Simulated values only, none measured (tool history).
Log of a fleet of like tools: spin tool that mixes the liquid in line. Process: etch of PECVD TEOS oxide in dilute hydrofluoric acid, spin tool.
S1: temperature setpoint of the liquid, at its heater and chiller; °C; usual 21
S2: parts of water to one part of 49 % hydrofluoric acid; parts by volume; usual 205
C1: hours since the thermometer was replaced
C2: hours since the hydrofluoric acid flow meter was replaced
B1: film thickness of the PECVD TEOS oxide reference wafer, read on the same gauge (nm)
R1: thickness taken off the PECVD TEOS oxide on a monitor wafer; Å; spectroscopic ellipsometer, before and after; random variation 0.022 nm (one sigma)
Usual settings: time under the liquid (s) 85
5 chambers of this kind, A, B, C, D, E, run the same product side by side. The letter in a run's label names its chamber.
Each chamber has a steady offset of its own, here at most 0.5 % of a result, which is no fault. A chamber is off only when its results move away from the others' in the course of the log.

run 1C day=0.229 | S1=21 S2=205 time_under_the_liquid_(s)=85 | C1=1755.7 C2=1077.4 | B1=80.01 | R1=47.214
run 2A day=0.75 | S1=21 S2=205 time_under_the_liquid_(s)=85 | C1=360.3 C2=422.1 | B1=79.977 | R1=47.123
run 3D day=0.996 | S1=21 S2=205 time_under_the_liquid_(s)=85 | C1=1117 C2=1105.3 | B1=79.987 | R1=47.063
run 4B day=1.3 | S1=21 S2=205 time_under_the_liquid_(s)=85 | C1=1053.2 C2=198.4 | B1=79.971 | R1=47.325
run 5E day=1.646 | S1=21 S2=205 time_under_the_liquid_(s)=85 | C1=784.2 C2=199.1 | B1=79.96 | R1=47.466
run 6C day=2.058 | S1=21 S2=205 time_under_the_liquid_(s)=85 | C1=1799.6 C2=1121.3 | B1=80.019 | R1=47.226
run 7D day=2.546 | S1=21 S2=205 time_under_the_liquid_(s)=85 | C1=1154.2 C2=1142.5 | B1=80.047 | R1=46.594
run 8E day=3.046 | S1=21 S2=205 time_under_the_liquid_(s)=85 | C1=817.8 C2=232.7 | B1=80.032 | R1=47.02
run 9A day=3.288 | S1=25 S2=265 time_under_the_liquid_(s)=85 | C1=421.2 C2=483 | B1=79.969 | R1=39.847
run 10B day=3.642 | S1=25 S2=265 time_under_the_liquid_(s)=85 | C1=1109.4 C2=254.6 | B1=79.972 | R1=39.984
run 11D day=4.062 | S1=25 S2=265 time_under_the_liquid_(s)=85 | C1=1190.6 C2=1178.9 | B1=80.033 | R1=39.607
run 12C day=4.329 | S1=25 S2=265 time_under_the_liquid_(s)=85 | C1=1854.1 C2=1175.8 | B1=80.057 | R1=39.8
run 13B day=4.708 | S1=25 S2=265 time_under_the_liquid_(s)=85 | C1=1135 C2=280.2 | B1=80.036 | R1=39.8
run 14E day=5.008 | S1=21 S2=205 time_under_the_liquid_(s)=85 | C1=864.9 C2=279.8 | B1=79.969 | R1=47.508
run 15A day=5.446 | S1=21 S2=205 time_under_the_liquid_(s)=85 | C1=473 C2=534.8 | B1=80.015 | R1=47.447
-- day=5.496 chamber C: thermometer replaced
run 16E day=5.912 | S1=21 S2=205 time_under_the_liquid_(s)=85 | C1=886.6 C2=301.5 | B1=80.033 | R1=47.631
run 17C day=6.229 | S1=21 S2=205 time_under_the_liquid_(s)=85 | C1=17.7 C2=1221.4 | B1=79.967 | R1=47.05
-- day=6.492 chamber C: hydrofluoric acid flow meter replaced
run 18D day=6.729 | S1=21 S2=205 time_under_the_liquid_(s)=85 | C1=1254.6 C2=1242.9 | B1=80.015 | R1=46.724
run 19B day=6.979 | S1=21 S2=205 time_under_the_liquid_(s)=85 | C1=1189.5 C2=334.7 | B1=79.996 | R1=47.714
-- day=7.275 chamber E: thermometer replaced
run 20A day=7.408 | S1=21 S2=205 time_under_the_liquid_(s)=85 | C1=520.1 C2=581.9 | B1=80.015 | R1=47.669
-- day=7.533 chamber B: thermometer replaced
run 21D day=7.762 | S1=21 S2=205 time_under_the_liquid_(s)=85 | C1=1279.4 C2=1267.7 | B1=80.036 | R1=46.935
run 22E day=8.25 | S1=21 S2=145 time_under_the_liquid_(s)=120 | C1=23.5 C2=357.6 | B1=80 | R1=100.22
run 23A day=8.675 | S1=21 S2=145 time_under_the_liquid_(s)=120 | C1=550.5 C2=612.3 | B1=80.014 | R1=100.98
run 24C day=9.188 | S1=21 S2=145 time_under_the_liquid_(s)=120 | C1=88.7 C2=64.8 | B1=80 | R1=100.02
run 25B day=9.575 | S1=21 S2=145 time_under_the_liquid_(s)=120 | C1=49 C2=397 | B1=80.037 | R1=100.4
run 26A day=10.071 | S1=21 S2=145 time_under_the_liquid_(s)=120 | C1=584 C2=645.8 | B1=79.987 | R1=100.29
run 27E day=10.35 | S1=21 S2=205 time_under_the_liquid_(s)=85 | C1=73.9 C2=408 | B1=80.029 | R1=47.184
run 28B day=10.8 | S1=23.5 S2=205 time_under_the_liquid_(s)=45 | C1=78.4 C2=426.4 | B1=79.972 | R1=27.643
run 29D day=11.25 | S1=23.5 S2=205 time_under_the_liquid_(s)=45 | C1=1363.1 C2=1351.4 | B1=79.936 | R1=27.216
run 30C day=11.671 | S1=23.5 S2=205 time_under_the_liquid_(s)=45 | C1=148.3 C2=124.4 | B1=80.016 | R1=27.496

Is one chamber off against the others, does the gauge drift, or is nothing wrong? If a chamber is off, say which, and what the likeliest cause is.

No chamber stands off beyond its own small offset, and the gauge holds steady.
